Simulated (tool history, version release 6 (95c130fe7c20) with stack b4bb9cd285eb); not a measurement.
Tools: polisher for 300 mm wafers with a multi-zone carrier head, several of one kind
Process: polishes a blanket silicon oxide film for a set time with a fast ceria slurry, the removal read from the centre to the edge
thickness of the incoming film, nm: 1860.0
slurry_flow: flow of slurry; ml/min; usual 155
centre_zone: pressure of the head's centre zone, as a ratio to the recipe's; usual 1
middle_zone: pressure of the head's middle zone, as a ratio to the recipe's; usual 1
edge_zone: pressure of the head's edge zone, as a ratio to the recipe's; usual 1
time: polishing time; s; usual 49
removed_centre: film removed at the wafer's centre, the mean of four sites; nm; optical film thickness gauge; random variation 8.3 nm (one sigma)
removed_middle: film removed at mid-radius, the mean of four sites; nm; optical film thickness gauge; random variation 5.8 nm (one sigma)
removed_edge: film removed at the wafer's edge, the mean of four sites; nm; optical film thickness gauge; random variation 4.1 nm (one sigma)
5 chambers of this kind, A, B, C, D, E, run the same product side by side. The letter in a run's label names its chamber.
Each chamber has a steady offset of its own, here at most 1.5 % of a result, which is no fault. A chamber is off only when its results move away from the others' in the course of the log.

run	day	slurry_flow	centre_zone	middle_zone	edge_zone	time	wafers polished on this pad	hours since the slurry nozzle was cleaned	hours since the centre zone pressure was calibrated	hours since the edge zone pressure was calibrated	removed_centre	removed_middle	removed_edge
1A	0.242	155	1	1	1	49	324	207.3	304.5	168.1	679.61	665.78	675.29
2B	0.488	155	1	1	1	49	403	250.1	169.2	968.4	661.37	672.21	674.38
3D	0.792	155	1	1	1	49	380	216.1	261.1	284.5	657.49	673.46	663.8
4C	0.954	155	1	1	1	49	538	45.7	382	42.5	658.72	669.62	678.63
# day 1.121: chamber A: worn pad replaced by a new one
5E	1.179	155	1	1	1	49	397	260.4	91.6	848.5	667.56	678.61	667.27
6A	1.417	155	1	1	1	49	71	235.5	332.7	196.3	665.94	661.02	666.21
7B	1.65	155	1	1	1	49	683	278	197.1	996.3	674.43	675.33	674.24
8D	1.804	155	1	1.1	1	49	624	240.4	285.4	308.8	666.4	739.46	668.07
9C	2.154	155	1	1.1	1	49	828	74.5	410.8	71.3	654.31	728.29	669.42
# day 2.283: chamber E: worn pad replaced by a new one
# day 2.392: chamber B: worn pad replaced by a new one
10E	2.417	155	1	1.1	1	49	32	290.1	121.3	878.2	676.63	739.23	670.76
# day 2.621: chamber D: worn pad replaced by a new one
11A	2.662	155	1	1.1	1	49	372	265.4	362.6	226.2	661.18	728.35	667.44
12C	3	155	1	1.1	1	49	1032	94.8	431.1	91.6	671.69	735.14	670.66
13D	3.183	155	1	1	1	49	136	273.5	318.5	341.9	665.12	674.76	679.02
# day 3.338: chamber A: worn pad replaced by a new one
14B	3.442	155	1	1	1	49	253	321	240.1	1039.3	663.94	676.85	671.94
# day 3.483: chamber C: worn pad replaced by a new one
# day 3.683: chamber E: edge zone pressure recalibrated
15E	3.788	155	1	1	1	49	363	323	154.2	2.5	664.86	657.02	673.54
# day 3.842: chamber D: edge zone pressure recalibrated
16E	4.112	155	1	1	1	49	441	330.8	162	10.3	665.93	675.78	669.52
17D	4.425	155	1	1	1	49	435	303.3	348.3	14	666.32	673.67	669.59
18C	4.588	155	1	1	1.06	57	266	132.9	469.2	129.7	774.37	782.53	811.96
19A	4.854	155	1	1	1.06	57	366	318	415.2	278.8	791.08	765.46	801.33
# day 4.988: chamber D: centre zone pressure recalibrated
# day 5.038: chamber E: worn pad replaced by a new one
20B	5.092	155	1	1	1.06	57	651	360.6	279.7	1078.9	791.92	786.23	804.86
# day 5.246: chamber A: worn pad replaced by a new one
21B	5.321	155	1	1	1.06	57	706	366.1	285.2	1084.4	786.72	786.76	810.79
22E	5.612	155	1	1	1.06	57	139	366.8	198	46.3	800.85	776.76	809.99
23A	5.817	155	1	1	1	49	138	341.1	438.3	301.9	678.48	658.54	670.61
24D	6.012	155	1	1	1	49	818	341.4	24.6	52.1	618.24	673.35	668.59
# day 6.079: chamber D: worn pad replaced by a new one
25C	6.296	155	1	1	1	49	679	173.9	510.2	170.7	673.95	658.99	670.09
# day 6.542: chamber B: worn pad replaced by a new one
26B	6.646	155	1	1	1	49	25	397.9	317	1116.2	668.51	669.18	678.19
27C	6.929	155	1	1	1	49	831	189.1	525.4	185.9	652.4	675.83	676.34
# day 7.183: chamber A: worn pad replaced by a new one
28E	7.225	115	1	1	1	49	528	405.5	236.7	85	626.39	623.83	642.22
29A	7.412	115	1	1	1	49	55	379.4	476.6	340.2	637.3	621.84	642.85
30D	7.592	115	1	1	1	49	365	379.3	62.5	90	561.8	632.92	640.41
31C	7.879	115	1	1	1	49	1061	211.9	548.2	208.7	629.48	627.04	649.43
32D	8.104	115	1	1	1	49	489	391.6	74.8	102.3	566.18	623	644.57
33B	8.375	155	1	1	1	49	442	439.4	358.5	1157.7	681.32	670.84	672.23

What goes on in this fleet: one chamber off, a drifting gauge, or nothing beyond the chambers' own small offsets? Name the chamber and the cause, if any.

A service left chamber D off against the others.
Cause: centre zone's pressure below its setpoint, % = 8.16.

Here are 4 candidates for chamber D's next run, each the usual settings with a change, their results left as question marks. Which one brings its results back in line with what the others give on the usual settings?
In line means no further than this from the other chambers' mean on the usual settings: removed_centre 29 nm; removed_middle 20 nm; removed_edge 14 nm
34D-1	8.629	150	0.92	1.02	1.02	49					?	?	?
34D-2	8.629	170	1.17	0.95	0.95	50					?	?	?
34D-3	8.629	145	0.84	1.05	1.05	48					?	?	?
34D-4	8.629	160	1.08	0.98	0.98	49					?	?	?

The other chambers' mean on the usual settings: removed_centre 673.37 nm; removed_middle 669.04 nm; removed_edge 671.68 nm
run	removed_centre	removed_middle	removed_edge
34D-1	550.09	680.24	672.72
34D-2	748.67	664.13	673.59
34D-3	483.48	680.24	665.6
34D-4	664.73	662.96	665.14
34D-4 brings the chamber back in line.

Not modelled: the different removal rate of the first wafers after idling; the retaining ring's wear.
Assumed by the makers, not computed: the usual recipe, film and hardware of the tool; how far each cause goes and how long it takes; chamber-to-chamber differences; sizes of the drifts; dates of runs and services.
